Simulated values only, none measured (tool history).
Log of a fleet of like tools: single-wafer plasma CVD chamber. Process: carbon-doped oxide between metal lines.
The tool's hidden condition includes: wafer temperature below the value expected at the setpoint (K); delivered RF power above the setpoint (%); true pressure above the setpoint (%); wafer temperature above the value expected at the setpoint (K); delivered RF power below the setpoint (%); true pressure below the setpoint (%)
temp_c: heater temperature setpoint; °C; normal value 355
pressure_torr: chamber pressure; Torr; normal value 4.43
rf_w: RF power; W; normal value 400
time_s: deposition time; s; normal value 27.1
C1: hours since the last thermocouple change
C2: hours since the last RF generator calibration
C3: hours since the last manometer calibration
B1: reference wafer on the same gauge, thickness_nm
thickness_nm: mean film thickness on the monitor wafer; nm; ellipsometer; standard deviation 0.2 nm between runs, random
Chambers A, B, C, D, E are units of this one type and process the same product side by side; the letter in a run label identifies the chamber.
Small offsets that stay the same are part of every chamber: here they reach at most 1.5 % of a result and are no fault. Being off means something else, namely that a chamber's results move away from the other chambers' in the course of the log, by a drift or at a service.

Run 1C, hour 4.1: usual settings; C1 1117.0; C2 1310.1; C3 872.0; B1 100.010. Result: thickness_nm 115.92 nm.
Run 2E, hour 10.0: usual settings; C1 183.1; C2 1253.1; C3 1135.3; B1 99.921. Result: thickness_nm 115.35 nm.
Run 3A, hour 14.2: usual settings; C1 74.2; C2 2182.7; C3 1104.3; B1 99.902. Result: thickness_nm 115.36 nm.
Run 4B, hour 17.5: usual settings; C1 2142.7; C2 1874.6; C3 553.5; B1 99.942. Result: thickness_nm 113.49 nm.
Run 5D, hour 20.6: usual settings; C1 1141.6; C2 803.1; C3 227.8; B1 99.865. Result: thickness_nm 114.13 nm.
At hour 20.9: chamber C: RF generator calibrated.
Run 6B, hour 26.2: usual settings; C1 2151.4; C2 1883.3; C3 562.2; B1 99.850. Result: thickness_nm 113.89 nm.
Run 7E, hour 31.8: usual settings; C1 204.9; C2 1274.9; C3 1157.1; B1 99.844. Result: thickness_nm 115.69 nm.
Run 8C, hour 36.4: usual settings; C1 1149.3; C2 15.5; C3 904.3; B1 99.830. Result: thickness_nm 115.51 nm.
Run 9A, hour 39.3: usual settings; C1 99.3; C2 2207.8; C3 1129.4; B1 99.811. Result: thickness_nm 114.72 nm.
Run 10D, hour 44.1: usual settings; C1 1165.1; C2 826.6; C3 251.3; B1 99.797. Result: thickness_nm 113.89 nm.
Run 11E, hour 50.2: usual settings; C1 223.3; C2 1293.3; C3 1175.5; B1 99.749. Result: thickness_nm 115.50 nm.
Run 12A, hour 56.0: usual settings; C1 116.0; C2 2224.5; C3 1146.1; B1 99.750. Result: thickness_nm 114.84 nm.
At hour 58.3: chamber A: capacitance manometer re-zeroed and calibrated.
Run 13C, hour 61.7: usual settings; C1 1174.6; C2 40.8; C3 929.6; B1 99.732. Result: thickness_nm 115.44 nm.
Run 14D, hour 65.2: usual settings; C1 1186.2; C2 847.7; C3 272.4; B1 99.692. Result: thickness_nm 113.99 nm.
Run 15B, hour 68.3: usual settings; C1 2193.5; C2 1925.4; C3 604.3; B1 99.665. Result: thickness_nm 112.77 nm.
Run 16C, hour 71.5: usual settings; C1 1184.4; C2 50.6; C3 939.4; B1 99.679. Result: thickness_nm 115.19 nm.
Run 17D, hour 75.5: usual settings; C1 1196.5; C2 858.0; C3 282.7; B1 99.652. Result: thickness_nm 113.71 nm.
Run 18A, hour 80.2: usual settings; C1 140.2; C2 2248.7; C3 22.0; B1 99.618. Result: thickness_nm 114.72 nm.
Run 19B, hour 83.8: usual settings but time_s 31.8 s; C1 2209.0; C2 1940.9; C3 619.8; B1 99.627. Result: thickness_nm 132.02 nm.
Run 20E, hour 87.8: usual settings but time_s 31.8 s; C1 260.9; C2 1330.9; C3 1213.1; B1 99.566. Result: thickness_nm 135.02 nm.
Run 21C, hour 92.6: usual settings but time_s 31.8 s; C1 1205.5; C2 71.7; C3 960.5; B1 99.530. Result: thickness_nm 134.77 nm.
Run 22B, hour 97.6: usual settings but time_s 31.8 s; C1 2222.8; C2 1954.7; C3 633.6; B1 99.552. Result: thickness_nm 132.02 nm.
Run 23D, hour 101.6: usual settings but time_s 31.8 s; C1 1222.6; C2 884.1; C3 308.8; B1 99.552. Result: thickness_nm 132.76 nm.
Run 24A, hour 105.1: usual settings but temp_c 349 °C; C1 165.1; C2 2273.6; C3 46.9; B1 99.565. Result: thickness_nm 116.12 nm.
Run 25E, hour 108.1: usual settings but temp_c 349 °C; C1 281.2; C2 1351.2; C3 1233.4; B1 99.556. Result: thickness_nm 117.09 nm.
Run 26E, hour 112.4: usual settings but temp_c 349 °C; C1 285.5; C2 1355.5; C3 1237.7; B1 99.484. Result: thickness_nm 117.21 nm.
Run 27A, hour 118.2: usual settings but temp_c 349 °C; C1 178.2; C2 2286.7; C3 60.0; B1 99.465. Result: thickness_nm 116.29 nm.
Run 28D, hour 121.7: usual settings but temp_c 349 °C; C1 1242.7; C2 904.2; C3 328.9; B1 99.433. Result: thickness_nm 115.55 nm.
Run 29C, hour 124.6: usual settings; C1 1237.5; C2 103.7; C3 992.5; B1 99.450. Result: thickness_nm 115.32 nm.
Run 30B, hour 130.0: usual settings; C1 2255.2; C2 1987.1; C3 666.0; B1 99.429. Result: thickness_nm 113.29 nm.
Run 31A, hour 135.7: usual settings; C1 195.7; C2 2304.2; C3 77.5; B1 99.381. Result: thickness_nm 114.09 nm.
Run 32D, hour 139.1: usual settings; C1 1260.1; C2 921.6; C3 346.3; B1 99.329. Result: thickness_nm 113.20 nm.
Run 33B, hour 143.0: usual settings; C1 2268.2; C2 2000.1; C3 679.0; B1 99.296. Result: thickness_nm 112.81 nm.
Run 34C, hour 148.4: usual settings; C1 1261.3; C2 127.5; C3 1016.3; B1 99.302. Result: thickness_nm 114.90 nm.

Each of the 5 chambers runs these same settings next. Fill in every chamber's results:
Run 35A, hour 152.8: usual settings but time_s 30.8 s. Result: thickness_nm ?.
Run 35B, hour 152.8: usual settings but time_s 30.8 s. Result: thickness_nm ?.
Run 35C, hour 152.8: usual settings but time_s 30.8 s. Result: thickness_nm ?.
Run 35D, hour 152.8: usual settings but time_s 30.8 s. Result: thickness_nm ?.
Run 35E, hour 152.8: usual settings but time_s 30.8 s. Result: thickness_nm ?.

run  thickness_nm
35A        129.78
35B        127.97
35C        130.24
35D        128.23
35E        130.51
